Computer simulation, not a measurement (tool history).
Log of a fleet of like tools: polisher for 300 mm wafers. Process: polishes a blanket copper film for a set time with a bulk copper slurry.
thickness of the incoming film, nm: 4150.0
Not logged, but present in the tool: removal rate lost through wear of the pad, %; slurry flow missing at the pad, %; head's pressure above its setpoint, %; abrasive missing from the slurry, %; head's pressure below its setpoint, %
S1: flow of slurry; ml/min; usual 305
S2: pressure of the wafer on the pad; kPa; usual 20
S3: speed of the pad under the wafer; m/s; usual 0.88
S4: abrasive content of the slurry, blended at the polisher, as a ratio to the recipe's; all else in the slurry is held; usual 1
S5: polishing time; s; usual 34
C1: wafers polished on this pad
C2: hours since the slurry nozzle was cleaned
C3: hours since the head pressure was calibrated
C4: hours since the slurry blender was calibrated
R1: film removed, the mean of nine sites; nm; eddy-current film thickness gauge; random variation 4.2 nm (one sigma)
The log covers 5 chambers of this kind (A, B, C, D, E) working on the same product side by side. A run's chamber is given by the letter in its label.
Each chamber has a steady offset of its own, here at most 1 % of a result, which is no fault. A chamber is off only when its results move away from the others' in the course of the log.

| run | hour | S1 | S2 | S3 | S4 | S5 | C1 | C2 | C3 | C4 | R1 |
|---|---|---|---|---|---|---|---|---|---|---|---|
| 1C | 8.6 | 305 | 20 | 0.88 | 1 | 34 | 743 | 246.3 | 77.7 | 144 | 303.02 |
|  | 11.9 | chamber A: worn pad replaced by a new one |
|  | 13.4 | chamber E: worn pad replaced by a new one |
| 2A | 16.2 | 305 | 20 | 0.88 | 1 | 34 | 68 | 124 | 90.1 | 295.8 | 298.84 |
|  | 21.4 | chamber E: slurry blender recalibrated |
| 3E | 21.4 | 305 | 20 | 0.88 | 1 | 34 | 125 | 772.2 | 1503.2 | 0 | 309.36 |
|  | 30.4 | chamber D: worn pad replaced by a new one |
| 4B | 32.3 | 305 | 20 | 0.88 | 1 | 34 | 713 | 264.3 | 528.6 | 64.9 | 308.39 |
|  | 36.1 | chamber E: head pressure recalibrated |
|  | 37.1 | chamber C: worn pad replaced by a new one |
| 5D | 38.5 | 305 | 20 | 0.88 | 1 | 34 | 128 | 200.4 | 459 | 209.8 | 304.32 |
| 6B | 46 | 305 | 20 | 0.88 | 1 | 34 | 928 | 278 | 542.3 | 78.6 | 302.85 |
| 7E | 53.7 | 305 | 20 | 0.88 | 1 | 34 | 632 | 804.5 | 17.7 | 32.3 | 311.75 |
|  | 61 | chamber B: slurry nozzle cleaned |
| 8C | 64.7 | 305 | 20 | 0.88 | 1 | 34 | 433 | 302.4 | 133.8 | 200.1 | 302.66 |
| 9D | 74.9 | 305 | 20 | 0.88 | 1 | 44 | 699 | 236.8 | 495.4 | 246.2 | 395.36 |
|  | 75 | chamber B: worn pad replaced by a new one |
|  | 78.1 | chamber E: worn pad replaced by a new one |
| 10A | 84.5 | 305 | 20 | 0.88 | 1 | 44 | 1139 | 192.3 | 158.4 | 364.1 | 386.47 |
|  | 84.8 | chamber A: worn pad replaced by a new one |
| 11B | 91.9 | 305 | 20 | 0.88 | 1 | 44 | 265 | 31 | 588.2 | 124.5 | 397.84 |
|  | 92.8 | chamber E: slurry nozzle cleaned |
|  | 93.7 | chamber D: worn pad replaced by a new one |
| 12A | 99.5 | 305 | 20 | 0.88 | 1 | 44 | 230 | 207.3 | 173.4 | 379.1 | 405.27 |
|  | 103.2 | chamber C: worn pad replaced by a new one |
|  | 105.1 | chamber A: slurry blender recalibrated |
| 13D | 107.9 | 305 | 20 | 0.88 | 1 | 44 | 223 | 269.8 | 528.4 | 279.2 | 394.63 |
| 14E | 119.2 | 260 | 24.1 | 0.88 | 1 | 34 | 645 | 26.5 | 83.2 | 97.8 | 365.65 |
| 15C | 128.6 | 260 | 24.1 | 0.88 | 1 | 34 | 398 | 366.3 | 197.7 | 264 | 355.65 |
|  | 134.2 | chamber C: slurry nozzle cleaned |
| 16B | 138.6 | 260 | 24.1 | 0.88 | 1 | 34 | 997 | 77.7 | 634.9 | 171.2 | 356.31 |
| 17C | 146.5 | 260 | 24.1 | 0.88 | 1 | 34 | 679 | 12.4 | 215.6 | 281.9 | 362.13 |
|  | 150.7 | chamber D: slurry blender recalibrated |
| 18D | 152.3 | 260 | 24.1 | 0.88 | 1 | 34 | 919 | 314.2 | 572.8 | 1.7 | 359.66 |
|  | 154.2 | chamber E: worn pad replaced by a new one |
|  | 155.9 | chamber A: worn pad replaced by a new one |
| 19E | 162.5 | 375 | 20 | 0.88 | 1 | 30 | 131 | 69.8 | 126.5 | 141.1 | 282.4 |
|  | 163.4 | chamber D: worn pad replaced by a new one |
|  | 169.9 | chamber B: worn pad replaced by a new one |
| 20A | 173.1 | 375 | 20 | 0.88 | 1 | 30 | 270 | 280.9 | 247 | 68.1 | 273.17 |
| 21C | 178.2 | 375 | 20 | 0.88 | 1 | 30 | 1176 | 44.1 | 247.3 | 313.6 | 274.83 |
|  | 181.9 | chamber C: worn pad replaced by a new one |
| 22A | 186.4 | 375 | 20 | 0.88 | 1 | 30 | 479 | 294.2 | 260.3 | 81.4 | 273.63 |
| 23E | 191.4 | 375 | 20 | 0.88 | 1 | 30 | 584 | 98.7 | 155.4 | 170 | 274.81 |
| 24B | 202.2 | 305 | 13.8 | 0.88 | 1 | 40 | 506 | 141.3 | 698.5 | 234.8 | 246.05 |
| 25D | 212.2 | 305 | 13.8 | 0.88 | 1 | 40 | 765 | 374.1 | 632.7 | 61.6 | 250.15 |
|  | 212.7 | chamber B: slurry blender recalibrated |
|  | 216.9 | chamber E: worn pad replaced by a new one |
| 26D | 217.8 | 305 | 13.8 | 0.88 | 1 | 40 | 853 | 379.7 | 638.3 | 67.2 | 246.3 |
|  | 218.1 | chamber A: worn pad replaced by a new one |
| 27C | 224.3 | 305 | 13.8 | 0.88 | 1 | 40 | 666 | 90.2 | 293.4 | 359.7 | 243.54 |
| 28E | 229.7 | 305 | 13.8 | 0.88 | 1 | 40 | 201 | 137 | 193.7 | 208.3 | 244.32 |
|  | 235 | chamber D: slurry nozzle cleaned |
|  | 239.4 | chamber D: worn pad replaced by a new one |
| 29A | 240.4 | 305 | 20 | 0.88 | 1 | 34 | 350 | 348.2 | 314.3 | 135.4 | 300.74 |
|  | 246.1 | chamber B: worn pad replaced by a new one |
| 30B | 251.4 | 305 | 20 | 0.88 | 1 | 34 | 83 | 190.5 | 747.7 | 38.8 | 302.4 |
|  | 258.5 | chamber C: worn pad replaced by a new one |
| 31D | 259.3 | 305 | 20 | 0.88 | 1 | 34 | 313 | 24.4 | 679.8 | 108.7 | 300.15 |
|  | 268.7 | chamber E: slurry blender recalibrated |
| 32B | 269.6 | 305 | 20 | 0.88 | 1 | 34 | 368 | 208.7 | 765.9 | 57 | 308.3 |
| 33C | 276.5 | 205 | 20 | 0.88 | 1 | 34 | 283 | 142.4 | 345.6 | 411.9 | 289.73 |
|  | 276.7 | chamber A: head pressure recalibrated |
|  | 278.8 | chamber A: worn pad replaced by a new one |
| 34A | 286.1 | 205 | 20 | 0.88 | 1 | 34 | 114 | 393.9 | 9.5 | 181.1 | 296.62 |
|  | 288.4 | chamber E: worn pad replaced by a new one |
| 35E | 291.5 | 205 | 20 | 0.88 | 1 | 34 | 49 | 198.8 | 255.5 | 22.9 | 288.91 |
| 36D | 299.8 | 205 | 20 | 0.88 | 1 | 34 | 948 | 64.9 | 720.3 | 149.2 | 295.49 |
| 37C | 305.9 | 205 | 20 | 0.88 | 1 | 34 | 744 | 171.8 | 375 | 441.3 | 286.46 |
| 38B | 314.3 | 305 | 20 | 0.88 | 1 | 34 | 1069 | 253.4 | 810.6 | 101.7 | 292.31 |
| 39E | 324 | 305 | 26.2 | 0.88 | 1 | 38 | 559 | 231.3 | 288 | 55.4 | 462.68 |
|  | 329.7 | chamber A: slurry nozzle cleaned |
| 40A | 334 | 305 | 26.2 | 0.88 | 1 | 38 | 866 | 4.3 | 57.4 | 229 | 441.85 |
| 41E | 343.6 | 305 | 26.2 | 0.88 | 1 | 38 | 866 | 250.9 | 307.6 | 75 | 441.18 |

All 5 chambers run these settings next. Forecast each chamber's results:
| 42A | 351.8 | 255 | 20 | 0.88 | 1 | 34 |  |  |  |  | ? |
| 42B | 351.8 | 255 | 20 | 0.88 | 1 | 34 |  |  |  |  | ? |
| 42C | 351.8 | 255 | 20 | 0.88 | 1 | 34 |  |  |  |  | ? |
| 42D | 351.8 | 255 | 20 | 0.88 | 1 | 34 |  |  |  |  | ? |
| 42E | 351.8 | 255 | 20 | 0.88 | 1 | 34 |  |  |  |  | ? |

| run | R1 |
|---|---|
| 42A | 300.42 |
| 42B | 292.36 |
| 42C | 301.22 |
| 42D | 297.68 |
| 42E | 295.7 |
